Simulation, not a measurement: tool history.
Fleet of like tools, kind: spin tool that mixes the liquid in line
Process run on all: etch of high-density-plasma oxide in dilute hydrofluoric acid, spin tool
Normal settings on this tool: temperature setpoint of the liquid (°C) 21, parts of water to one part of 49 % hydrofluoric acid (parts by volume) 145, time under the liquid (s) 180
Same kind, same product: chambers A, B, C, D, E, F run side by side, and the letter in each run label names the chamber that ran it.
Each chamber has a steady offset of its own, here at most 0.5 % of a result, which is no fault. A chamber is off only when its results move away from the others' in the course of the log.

| run | hour | temperature setpoint of the liquid (°C) | parts of water to one part of 49 % hydrofluoric acid (parts by volume) | time under the liquid (s) | read-back film thickness of the high-density-plasma oxide reference wafer, read on the same gauge (nm) | thickness taken off the high-density-plasma oxide on a monitor wafer (nm) |
|---|---|---|---|---|---|---|
| 1C | 7.4 | 21 | 145 | 180 | 99.995 | 5.7072 |
| 2E | 14.9 | 21 | 145 | 180 | 99.984 | 5.7895 |
| 3A | 21.1 | 21 | 145 | 180 | 100.04 | 5.7873 |
|  | 26.2 | chamber F: thermometer replaced |
| 4F | 27.1 | 21 | 145 | 180 | 99.959 | 5.8098 |
| 5B | 31.3 | 21 | 145 | 180 | 100 | 5.8524 |
| 6D | 38.5 | 21 | 145 | 180 | 100 | 5.8211 |
| 7C | 42.1 | 21 | 145 | 180 | 99.951 | 5.8652 |
| 8E | 48.1 | 21 | 145 | 180 | 99.967 | 5.7732 |
| 9D | 51.9 | 21 | 145 | 180 | 100.01 | 5.8735 |
| 10B | 59.2 | 21 | 145 | 180 | 100.01 | 5.7895 |
| 11F | 64.9 | 21 | 145 | 180 | 100 | 5.6996 |
| 12A | 68.4 | 21 | 145 | 180 | 100.02 | 5.8841 |
| 13B | 74.1 | 21 | 145 | 180 | 99.98 | 5.7992 |
| 14C | 80.3 | 21 | 145 | 180 | 99.975 | 5.7268 |
| 15D | 87.6 | 21 | 145 | 180 | 99.981 | 6.064 |
| 16E | 91 | 21 | 145 | 180 | 99.986 | 5.8463 |
| 17A | 94.5 | 21 | 145 | 180 | 99.991 | 5.784 |
| 18F | 101.6 | 21 | 145 | 180 | 100.02 | 5.7622 |
| 19A | 105.5 | 21 | 145 | 180 | 100 | 5.8004 |
| 20F | 110.3 | 21 | 145 | 180 | 99.993 | 5.7513 |
| 21B | 116.8 | 21 | 145 | 180 | 99.971 | 5.9495 |
| 22C | 122.6 | 21 | 145 | 180 | 99.99 | 5.7912 |
| 23D | 128.6 | 21 | 145 | 180 | 99.989 | 6.1685 |
| 24E | 134.3 | 21 | 145 | 180 | 99.998 | 5.7801 |
| 25E | 141.7 | 21 | 145 | 180 | 100.01 | 5.7732 |
| 26F | 146.3 | 19 | 145 | 180 | 99.998 | 5.2683 |
| 27B | 153 | 19 | 145 | 180 | 99.968 | 5.4267 |
|  | 153.3 | chamber C: thermometer replaced |
| 28D | 158.1 | 19 | 145 | 180 | 99.995 | 5.874 |
| 29A | 165.5 | 19 | 145 | 180 | 100.02 | 5.4189 |
| 30C | 169.7 | 19 | 145 | 180 | 100 | 5.3187 |
| 31F | 176 | 19 | 145 | 180 | 100.02 | 5.3069 |
| 32B | 180.5 | 21 | 145 | 180 | 99.998 | 5.8124 |
| 33C | 185 | 21 | 145 | 180 | 100.02 | 5.8386 |
| 34E | 190 | 21 | 145 | 180 | 99.996 | 5.7394 |
| 35A | 195.4 | 21 | 145 | 180 | 99.972 | 5.8453 |
| 36D | 202.9 | 21 | 145 | 180 | 100 | 6.4551 |
| 37F | 207.3 | 21 | 145 | 180 | 99.994 | 5.7951 |
| 38A | 212.4 | 21 | 145 | 180 | 100.03 | 5.806 |

Next, all 6 chambers run the settings below, one line each with question marks for the results. What does each chamber give?
| 39A | 217.8 | 21 | 145 | 180 |  | ? |
| 39B | 217.8 | 21 | 145 | 180 |  | ? |
| 39C | 217.8 | 21 | 145 | 180 |  | ? |
| 39D | 217.8 | 21 | 145 | 180 |  | ? |
| 39E | 217.8 | 21 | 145 | 180 |  | ? |
| 39F | 217.8 | 21 | 145 | 180 |  | ? |

| run | thickness taken off the high-density-plasma oxide on a monitor wafer (nm) |
|---|---|
| 39A | 5.7641 |
| 39B | 5.8889 |
| 39C | 5.8398 |
| 39D | 6.4809 |
| 39E | 5.79 |
| 39F | 5.7335 |

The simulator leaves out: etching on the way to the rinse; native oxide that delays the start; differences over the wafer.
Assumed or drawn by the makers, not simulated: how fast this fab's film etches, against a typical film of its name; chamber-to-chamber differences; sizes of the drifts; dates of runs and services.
